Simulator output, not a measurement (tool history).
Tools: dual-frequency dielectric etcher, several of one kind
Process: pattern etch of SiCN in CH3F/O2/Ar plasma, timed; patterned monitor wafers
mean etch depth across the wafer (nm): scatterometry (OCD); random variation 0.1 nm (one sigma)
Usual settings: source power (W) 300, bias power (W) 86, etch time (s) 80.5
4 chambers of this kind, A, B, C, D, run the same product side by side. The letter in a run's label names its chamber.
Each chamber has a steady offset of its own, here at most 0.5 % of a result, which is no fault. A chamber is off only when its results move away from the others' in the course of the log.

run,hour,source power (W),bias power (W),etch time (s),hours since the last wet clean,hours since the last source power generator calibration,hours since the last bias power generator calibration,"read-back reference wafer on the same gauge, depth_nm",mean etch depth across the wafer (nm)
1C,4.4,300,86,80.5,507.8,1383.5,1487.3,24.204,28.903
2B,9.6,300,86,80.5,46.3,1810.9,392.9,24.171,29.046
3A,15.7,300,86,80.5,19.6,767.6,2836.2,24.182,28.934
4D,22.7,300,86,80.5,341.9,560.1,2945.6,24.220,28.883
5D,27.1,300,86,80.5,346.3,564.5,2950.0,24.214,29.182
6C,33.5,300,86,80.5,536.9,1412.6,1516.4,24.209,28.898
7B,37.3,300,86,80.5,74.0,1838.6,420.6,24.211,28.762
8A,42.2,260,86,72.5,46.1,794.1,2862.7,24.194,24.847
9B,45.6,260,86,72.5,82.3,1846.9,428.9,24.220,24.793
10C,50.3,260,86,72.5,553.7,1429.4,1533.2,24.206,24.525
11D,57.3,260,86,72.5,376.5,594.7,2980.2,24.233,24.606
12A,62.8,300,86,80.5,66.7,814.7,2883.3,24.219,29.052
13C,70.1,370,94,80.5,573.5,1449.2,1553.0,24.178,32.355
# hour 70.4: chamber C: bias power generator calibrated
14D,73.7,370,94,80.5,392.9,611.1,2996.6,24.198,32.117
15B,80.2,370,94,80.5,116.9,1881.5,463.5,24.195,32.044
16A,85.9,370,94,80.5,89.8,837.8,2906.4,24.189,32.565
# hour 86.7: chamber C: wet clean of the chamber
17A,89.3,260,86,80.5,93.2,841.2,2909.8,24.189,27.623
18B,96.7,260,86,80.5,133.4,1898.0,480.0,24.191,27.327
19D,101.7,260,86,80.5,420.9,639.1,3024.6,24.192,27.009
20C,106.2,260,86,80.5,19.5,1485.3,35.8,24.213,27.473
21D,111.0,300,86,80.5,430.2,648.4,3033.9,24.190,28.126
22B,117.5,300,86,80.5,154.2,1918.8,500.8,24.185,28.901
23A,123.5,300,86,80.5,127.4,875.4,2944.0,24.207,29.040
24C,127.0,300,86,80.5,40.3,1506.1,56.6,24.201,28.884

Next, every chamber runs the same settings. What will each give?
25A,132.4,300,64,80.5,,,,,?
25B,132.4,300,64,80.5,,,,,?
25C,132.4,300,64,80.5,,,,,?
25D,132.4,300,64,80.5,,,,,?

run,mean etch depth across the wafer (nm)
25A,26.012
25B,25.673
25C,26.000
25D,25.229
